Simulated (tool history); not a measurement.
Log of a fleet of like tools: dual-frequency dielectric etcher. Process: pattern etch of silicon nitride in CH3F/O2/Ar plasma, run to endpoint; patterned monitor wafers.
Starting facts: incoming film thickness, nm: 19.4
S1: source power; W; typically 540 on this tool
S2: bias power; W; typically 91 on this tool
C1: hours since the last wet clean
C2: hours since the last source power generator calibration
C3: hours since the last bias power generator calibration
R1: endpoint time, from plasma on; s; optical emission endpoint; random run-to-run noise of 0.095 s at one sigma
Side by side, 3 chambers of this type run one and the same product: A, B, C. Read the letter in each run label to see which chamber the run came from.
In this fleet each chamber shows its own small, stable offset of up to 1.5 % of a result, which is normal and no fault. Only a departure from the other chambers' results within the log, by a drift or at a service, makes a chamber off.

run 1B hour=4.3 | S1=540 S2=91 | C1=265.2 C2=2350.2 C3=1243.5 | R1=22.949
run 2A hour=8.8 | S1=540 S2=91 | C1=252.1 C2=1276.8 C3=3104.5 | R1=23.109
run 3C hour=11.5 | S1=540 S2=91 | C1=357.8 C2=1020.3 C3=166.7 | R1=23.235
run 4B hour=15.1 | S1=540 S2=91 | C1=276 C2=2361 C3=1254.3 | R1=22.847
run 5A hour=18.2 | S1=540 S2=91 | C1=261.5 C2=1286.2 C3=3113.9 | R1=22.87
run 6C hour=24.3 | S1=540 S2=91 | C1=370.6 C2=1033.1 C3=179.5 | R1=23.045
run 7A hour=29.6 | S1=600 S2=102 | C1=272.9 C2=1297.6 C3=3125.3 | R1=21.372
run 8B hour=32.3 | S1=600 S2=102 | C1=293.2 C2=2378.2 C3=1271.5 | R1=21.15
run 9C hour=36.2 | S1=600 S2=102 | C1=382.5 C2=1045 C3=191.4 | R1=21.24
run 10B hour=42.3 | S1=540 S2=91 | C1=303.2 C2=2388.2 C3=1281.5 | R1=23.058
run 11A hour=45.6 | S1=540 S2=91 | C1=288.9 C2=1313.6 C3=3141.3 | R1=23.201
run 12C hour=50.9 | S1=640 S2=83 | C1=397.2 C2=1059.7 C3=206.1 | R1=22.477
run 13B hour=54 | S1=640 S2=83 | C1=314.9 C2=2399.9 C3=1293.2 | R1=22.136
run 14A hour=57 | S1=640 S2=83 | C1=300.3 C2=1325 C3=3152.7 | R1=22.39
run 15C hour=62.3 | S1=540 S2=91 | C1=408.6 C2=1071.1 C3=217.5 | R1=23.078
run 16B hour=66.5 | S1=470 S2=91 | C1=327.4 C2=2412.4 C3=1305.7 | R1=23.824
run 17A hour=70.6 | S1=470 S2=91 | C1=313.9 C2=1338.6 C3=3166.3 | R1=24.353
run 18C hour=76.2 | S1=470 S2=91 | C1=422.5 C2=1085 C3=231.4 | R1=24.375
run 19C hour=81.5 | S1=540 S2=91 | C1=427.8 C2=1090.3 C3=236.7 | R1=23.039
run 20B hour=85 | S1=490 S2=106 | C1=345.9 C2=2430.9 C3=1324.2 | R1=22.401
run 21A hour=89.8 | S1=490 S2=106 | C1=333.1 C2=1357.8 C3=3185.5 | R1=22.675
run 22C hour=93.9 | S1=490 S2=106 | C1=440.2 C2=1102.7 C3=249.1 | R1=22.632
run 23A hour=96.8 | S1=540 S2=91 | C1=340.1 C2=1364.8 C3=3192.5 | R1=22.96
run 24B hour=102 | S1=540 S2=91 | C1=362.9 C2=2447.9 C3=1341.2 | R1=22.831
run 25B hour=108 | S1=540 S2=91 | C1=368.9 C2=2453.9 C3=1347.2 | R1=22.933
run 26A hour=111.2 | S1=540 S2=91 | C1=354.5 C2=1379.2 C3=3206.9 | R1=22.958
run 27C hour=115.9 | S1=540 S2=91 | C1=462.2 C2=1124.7 C3=271.1 | R1=23.047
run 28B hour=121.9 | S1=640 S2=102 | C1=382.8 C2=2467.8 C3=1361.1 | R1=20.428
run 29C hour=128.3 | S1=640 S2=102 | C1=474.6 C2=1137.1 C3=283.5 | R1=20.841
run 30A hour=133.9 | S1=640 S2=102 | C1=377.2 C2=1401.9 C3=3229.6 | R1=20.783
run 31B hour=137.7 | S1=540 S2=91 | C1=398.6 C2=2483.6 C3=1376.9 | R1=22.909
run 32C hour=141.7 | S1=540 S2=91 | C1=488 C2=1150.5 C3=296.9 | R1=22.968
run 33A hour=145.3 | S1=540 S2=91 | C1=388.6 C2=1413.3 C3=3241 | R1=23.105
run 34A hour=149.8 | S1=540 S2=91 | C1=393.1 C2=1417.8 C3=3245.5 | R1=23.202
run 35C hour=155 | S1=540 S2=91 | C1=501.3 C2=1163.8 C3=310.2 | R1=23.126
run 36B hour=160.2 | S1=540 S2=91 | C1=421.1 C2=2506.1 C3=1399.4 | R1=22.985

Is one chamber out of step, is the gauge drifting, or do the chambers differ by no more than their own small offsets? For an off chamber, give its letter and the likeliest cause.

The fleet is healthy, with each chamber sitting at its usual small offset and no drift in the gauge.
